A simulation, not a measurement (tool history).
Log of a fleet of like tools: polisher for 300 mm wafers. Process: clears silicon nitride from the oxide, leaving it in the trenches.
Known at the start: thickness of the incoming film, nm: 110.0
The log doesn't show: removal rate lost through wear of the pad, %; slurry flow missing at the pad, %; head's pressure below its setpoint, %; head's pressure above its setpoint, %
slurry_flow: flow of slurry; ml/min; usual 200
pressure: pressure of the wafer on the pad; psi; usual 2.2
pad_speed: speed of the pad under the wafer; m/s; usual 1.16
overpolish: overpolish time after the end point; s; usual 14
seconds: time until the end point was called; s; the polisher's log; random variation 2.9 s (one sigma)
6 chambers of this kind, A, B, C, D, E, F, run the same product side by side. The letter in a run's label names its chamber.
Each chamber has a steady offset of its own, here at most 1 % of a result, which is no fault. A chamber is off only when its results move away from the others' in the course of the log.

run,day,slurry_flow,pressure,pad_speed,overpolish,wafers polished on this pad,hours since the slurry nozzle was cleaned,hours since the head pressure was calibrated,seconds
# day 0.017: chamber C: worn pad replaced by a new one
1C,0.362,200,2.2,1.16,14,59,215.4,396.4,160.44
2F,0.688,200,2.2,1.16,14,857,23,359.7,161.78
3B,0.954,200,2.2,1.16,14,336,350.8,96,155.93
4D,1.167,200,2.2,1.16,14,244,155.2,950.6,156.39
5A,1.529,200,2.2,1.16,14,849,98.2,224.9,157.35
6E,1.929,200,2.2,1.16,14,783,194.8,848.3,155.13
# day 2.017: chamber B: worn pad replaced by a new one
7D,2.283,200,2.2,1.16,14,433,182,977.4,159.32
# day 2.396: chamber C: head pressure recalibrated
8E,2.488,200,2.2,1.16,14,878,208.2,861.7,162.64
9F,2.717,200,2.2,1.16,14,1202,71.7,408.4,155.36
10A,3.096,200,2.2,1.16,14,1115,135.8,262.5,157.21
11C,3.492,200,2.2,1.16,14,590,290.5,26.4,157.31
12B,3.925,200,2.2,0.8,14,324,422.1,167.3,233.42
# day 4.179: chamber F: worn pad replaced by a new one
13A,4.2,200,2.2,0.8,14,1302,162.3,289,233.26
# day 4.467: chamber D: worn pad replaced by a new one
# day 4.488: chamber D: head pressure recalibrated
14E,4.667,200,2.2,0.8,14,1248,260.5,914,226.6
# day 4.683: chamber A: worn pad replaced by a new one
15F,4.954,200,2.2,0.8,14,131,125.4,462.1,222.36
# day 5.267: chamber B: worn pad replaced by a new one
16C,5.325,200,2.2,0.8,14,901,334.5,70.4,225.05
# day 5.433: chamber E: worn pad replaced by a new one
17B,5.675,200,2.2,0.8,14,69,464.1,209.3,238.81
# day 5.846: chamber B: slurry nozzle cleaned
18D,5.938,200,2.2,1.16,11,249,269.7,34.8,156.22
19C,6.262,200,2.2,1.16,11,1060,357,92.9,163.83
20F,6.679,200,2.2,1.16,11,424,166.8,503.5,157.59
# day 6.688: chamber C: worn pad replaced by a new one
21D,7.038,200,2.2,1.16,11,436,296.1,61.2,152.29
22A,7.429,200,2.2,1.16,11,466,239.8,366.5,162.48
# day 7.558: chamber E: head pressure recalibrated
# day 7.604: chamber C: slurry nozzle cleaned
23E,7.888,200,2.2,1.16,11,416,337.8,7.9,140.74
24B,8.346,200,2.2,1.16,14,523,60.1,273.4,154.8
25D,8.642,200,2.2,1.16,14,708,334.6,99.7,158.32
26B,8.896,200,2.2,1.16,14,616,73.3,286.6,159.35
# day 9.079: chamber B: worn pad replaced by a new one
27F,9.154,200,2.2,1.16,14,844,226.2,562.9,157.35
28C,9.442,200,2.2,1.16,14,467,44.1,169.2,161.63
29E,9.8,200,2.2,1.16,14,741,383.7,53.8,143.63
# day 9.846: chamber D: worn pad replaced by a new one
30A,10.188,200,2.2,1.16,14,934,306,432.7,154.69
31C,10.6,200,2.2,1.16,14,664,71.9,197,159.67
32F,10.938,200,2.2,1.16,14,1147,269,605.7,154.81
33D,11.346,230,2.2,1.16,14,255,399.5,164.6,159.69
34A,11.658,230,2.2,1.16,14,1183,341.3,468,153.05
35B,11.938,230,2.2,1.16,14,485,146.3,359.6,154.37
# day 12.038: chamber E: worn pad replaced by a new one
36E,12.15,230,2.2,1.16,14,19,440.1,110.2,136.6
# day 12.242: chamber A: worn pad replaced by a new one
37F,12.396,230,2.2,1.16,14,1394,304,640.7,154.43
38C,12.825,230,2.2,1.16,14,1041,125.3,250.4,154.8
39E,13.117,200,2.2,1.16,14,183,463.3,133.4,144.07
40A,13.554,200,3,1.16,14,223,386.8,513.5,115.48

Next, every chamber runs the same settings. What will each give?
41A,13.896,200,2.9,1.16,14,,,,?
41B,13.896,200,2.9,1.16,14,,,,?
41C,13.896,200,2.9,1.16,14,,,,?
41D,13.896,200,2.9,1.16,14,,,,?
41E,13.896,200,2.9,1.16,14,,,,?
41F,13.896,200,2.9,1.16,14,,,,?

run,seconds
41A,124.79
41B,124.18
41C,116.62
41D,118.12
41E,104.84
41F,123.69
